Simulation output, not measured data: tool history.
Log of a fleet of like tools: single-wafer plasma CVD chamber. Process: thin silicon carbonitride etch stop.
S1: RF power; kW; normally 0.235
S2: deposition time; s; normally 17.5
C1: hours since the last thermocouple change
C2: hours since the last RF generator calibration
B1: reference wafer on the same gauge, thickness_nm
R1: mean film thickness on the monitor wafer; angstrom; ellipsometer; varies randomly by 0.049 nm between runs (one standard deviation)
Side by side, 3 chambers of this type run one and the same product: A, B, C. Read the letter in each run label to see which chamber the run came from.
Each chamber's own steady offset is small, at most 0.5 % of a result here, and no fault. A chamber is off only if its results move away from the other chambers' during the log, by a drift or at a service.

run	hour	S1	S2	C1	C2	B1	R1
1C	11.1	0.235	17.5	1460.8	1447.7	8.6024	104.410
2B	21.7	0.235	17.5	1925.3	1937.9	8.6052	103.720
3A	29.1	0.235	17.5	62.1	138.5	8.5996	104.650
4B	35.2	0.235	17.5	1938.8	1951.4	8.6021	104.120
5A	44.9	0.235	17.5	77.9	154.3	8.5997	104.990
6C	51.5	0.205	17.5	1501.2	1488.1	8.6074	100.690
7C	58.5	0.205	17.5	1508.2	1495.1	8.6002	100.310
8B	65.0	0.205	17.5	1968.6	1981.2	8.5946	100.090
9A	76.0	0.235	17.5	109.0	185.4	8.6061	104.960
10C	83.2	0.255	15.8	1532.9	1519.8	8.5891	96.741
11A	90.7	0.255	15.8	123.7	200.1	8.5896	96.879
12B	96.3	0.255	15.8	1999.9	2012.5	8.5975	96.790
13C	103.1	0.235	17.5	1552.8	1539.7	8.5966	104.880
14B	111.1	0.235	17.5	2014.7	2027.3	8.5990	103.760
15A	120.4	0.235	17.5	153.4	229.8	8.5947	104.580
16C	127.6	0.235	17.5	1577.3	1564.2	8.5899	104.470
17A	135.6	0.235	17.5	168.6	245.0	8.6047	104.900
18B	141.8	0.235	20.4	2045.4	2058.0	8.6029	120.430
19A	151.8	0.235	20.4	184.8	261.2	8.6029	122.580
20C	163.8	0.235	20.4	1613.5	1600.4	8.6013	122.920
21B	171.5	0.235	17.5	2075.1	2087.7	8.6078	103.020

What goes on in this fleet: one chamber off, a drifting gauge, or nothing beyond the chambers' own small offsets? Name the chamber and the cause, if any.

Beyond each chamber's small constant offset nothing stands out, and the gauge stays steady.

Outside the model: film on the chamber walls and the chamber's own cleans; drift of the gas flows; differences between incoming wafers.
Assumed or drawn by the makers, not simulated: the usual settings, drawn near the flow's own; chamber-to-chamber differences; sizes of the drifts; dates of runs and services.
